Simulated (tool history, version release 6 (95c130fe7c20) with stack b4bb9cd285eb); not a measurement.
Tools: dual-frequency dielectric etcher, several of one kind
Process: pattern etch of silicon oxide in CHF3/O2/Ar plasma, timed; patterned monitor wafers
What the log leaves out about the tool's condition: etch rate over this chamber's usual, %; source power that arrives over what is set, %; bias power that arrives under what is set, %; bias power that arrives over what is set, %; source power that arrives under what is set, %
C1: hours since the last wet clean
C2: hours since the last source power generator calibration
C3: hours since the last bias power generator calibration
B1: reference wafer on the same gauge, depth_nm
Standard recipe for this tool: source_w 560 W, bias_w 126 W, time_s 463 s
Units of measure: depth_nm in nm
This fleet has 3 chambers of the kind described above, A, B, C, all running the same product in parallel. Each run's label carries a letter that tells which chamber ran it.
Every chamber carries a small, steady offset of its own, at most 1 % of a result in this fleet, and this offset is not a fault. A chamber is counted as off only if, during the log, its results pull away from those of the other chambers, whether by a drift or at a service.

{"run": "1B", "hour": 4.1, "source_w": 560, "bias_w": 126, "time_s": 463, "C1": 273, "C2": 2895.3, "C3": 465.5, "B1": 675.24, "depth_nm": 794.38}
{"run": "2A", "hour": 6.4, "source_w": 560, "bias_w": 126, "time_s": 463, "C1": 352, "C2": 585.1, "C3": 3533.4, "B1": 676.65, "depth_nm": 794.16}
{"run": "3C", "hour": 11.2, "source_w": 560, "bias_w": 126, "time_s": 463, "C1": 418.1, "C2": 1530.8, "C3": 2056.8, "B1": 677.25, "depth_nm": 782.66}
{"run": "4B", "hour": 15.5, "source_w": 560, "bias_w": 126, "time_s": 463, "C1": 284.4, "C2": 2906.7, "C3": 476.9, "B1": 675.79, "depth_nm": 805.73}
{"run": "5A", "hour": 19.3, "source_w": 560, "bias_w": 126, "time_s": 463, "C1": 364.9, "C2": 598, "C3": 3546.3, "B1": 677.03, "depth_nm": 787.07}
{"run": "6C", "hour": 23.6, "source_w": 560, "bias_w": 126, "time_s": 463, "C1": 430.5, "C2": 1543.2, "C3": 2069.2, "B1": 676.27, "depth_nm": 789.01}
{"run": "7B", "hour": 25.8, "source_w": 670, "bias_w": 126, "time_s": 463, "C1": 294.7, "C2": 2917, "C3": 487.2, "B1": 676.26, "depth_nm": 857.69}
{"run": "8C", "hour": 29.0, "source_w": 670, "bias_w": 126, "time_s": 463, "C1": 435.9, "C2": 1548.6, "C3": 2074.6, "B1": 675.77, "depth_nm": 845.49}
{"run": "9A", "hour": 33.4, "source_w": 670, "bias_w": 126, "time_s": 463, "C1": 379, "C2": 612.1, "C3": 3560.4, "B1": 675.44, "depth_nm": 859.58}
{"run": "10C", "hour": 35.8, "source_w": 560, "bias_w": 126, "time_s": 463, "C1": 442.7, "C2": 1555.4, "C3": 2081.4, "B1": 675.43, "depth_nm": 797.2}
{"run": "11B", "hour": 39.7, "source_w": 560, "bias_w": 126, "time_s": 463, "C1": 308.6, "C2": 2930.9, "C3": 501.1, "B1": 675.83, "depth_nm": 802.93}
{"run": "12A", "hour": 44.5, "source_w": 560, "bias_w": 126, "time_s": 463, "C1": 390.1, "C2": 623.2, "C3": 3571.5, "B1": 676.93, "depth_nm": 795.15}
{"run": "13A", "hour": 48.2, "source_w": 560, "bias_w": 126, "time_s": 463, "C1": 393.8, "C2": 626.9, "C3": 3575.2, "B1": 675.21, "depth_nm": 785.72}
{"run": "14B", "hour": 52.8, "source_w": 560, "bias_w": 126, "time_s": 463, "C1": 321.7, "C2": 2944, "C3": 514.2, "B1": 675.98, "depth_nm": 799.64}
{"run": "15C", "hour": 55.8, "source_w": 560, "bias_w": 126, "time_s": 463, "C1": 462.7, "C2": 1575.4, "C3": 2101.4, "B1": 676.72, "depth_nm": 794.7}
{"run": "16B", "hour": 59.6, "source_w": 560, "bias_w": 126, "time_s": 463, "C1": 328.5, "C2": 2950.8, "C3": 521, "B1": 675.71, "depth_nm": 806.79}
{"run": "17A", "hour": 62.1, "source_w": 560, "bias_w": 97, "time_s": 358.5, "C1": 407.7, "C2": 640.8, "C3": 3589.1, "B1": 676.38, "depth_nm": 564.25}
{"run": "18C", "hour": 64.7, "source_w": 560, "bias_w": 97, "time_s": 358.5, "C1": 471.6, "C2": 1584.3, "C3": 2110.3, "B1": 675.75, "depth_nm": 560.61}
{"run": "19B", "hour": 69.3, "source_w": 560, "bias_w": 97, "time_s": 358.5, "C1": 338.2, "C2": 2960.5, "C3": 530.7, "B1": 676.51, "depth_nm": 572.54}
{"run": "20C", "hour": 73.6, "source_w": 560, "bias_w": 126, "time_s": 463, "C1": 480.5, "C2": 1593.2, "C3": 2119.2, "B1": 676.92, "depth_nm": 793.64}
{"hour": 73.9, "done": "chamber C: wet clean of the chamber"}
{"run": "21A", "hour": 76.2, "source_w": 560, "bias_w": 126, "time_s": 463, "C1": 421.8, "C2": 654.9, "C3": 3603.2, "B1": 675.57, "depth_nm": 787.31}
{"run": "22B", "hour": 80.1, "source_w": 560, "bias_w": 126, "time_s": 463, "C1": 349, "C2": 2971.3, "C3": 541.5, "B1": 675.83, "depth_nm": 806.1}
{"run": "23A", "hour": 84.8, "source_w": 560, "bias_w": 126, "time_s": 463, "C1": 430.4, "C2": 663.5, "C3": 3611.8, "B1": 676.32, "depth_nm": 798.03}
{"run": "24C", "hour": 87.3, "source_w": 560, "bias_w": 110, "time_s": 463, "C1": 13.5, "C2": 1606.9, "C3": 2132.9, "B1": 675.17, "depth_nm": 772.25}
{"run": "25C", "hour": 90.5, "source_w": 560, "bias_w": 110, "time_s": 463, "C1": 16.7, "C2": 1610.1, "C3": 2136.1, "B1": 675.49, "depth_nm": 755.85}
{"run": "26A", "hour": 94.4, "source_w": 560, "bias_w": 110, "time_s": 463, "C1": 440, "C2": 673.1, "C3": 3621.4, "B1": 675.69, "depth_nm": 761.31}
{"run": "27B", "hour": 99.3, "source_w": 560, "bias_w": 126, "time_s": 463, "C1": 368.2, "C2": 2990.5, "C3": 560.7, "B1": 675.19, "depth_nm": 803.11}
{"run": "28B", "hour": 101.7, "source_w": 560, "bias_w": 126, "time_s": 463, "C1": 370.6, "C2": 2992.9, "C3": 563.1, "B1": 675.95, "depth_nm": 800.84}
{"run": "29A", "hour": 106.2, "source_w": 560, "bias_w": 126, "time_s": 463, "C1": 451.8, "C2": 684.9, "C3": 3633.2, "B1": 675.57, "depth_nm": 790.71}

Is one chamber off against the others, does the gauge drift, or is nothing wrong? If a chamber is off, say which, and what the likeliest cause is.

No chamber is off and the gauge is stable; the differences are just each chamber's small, constant offset.

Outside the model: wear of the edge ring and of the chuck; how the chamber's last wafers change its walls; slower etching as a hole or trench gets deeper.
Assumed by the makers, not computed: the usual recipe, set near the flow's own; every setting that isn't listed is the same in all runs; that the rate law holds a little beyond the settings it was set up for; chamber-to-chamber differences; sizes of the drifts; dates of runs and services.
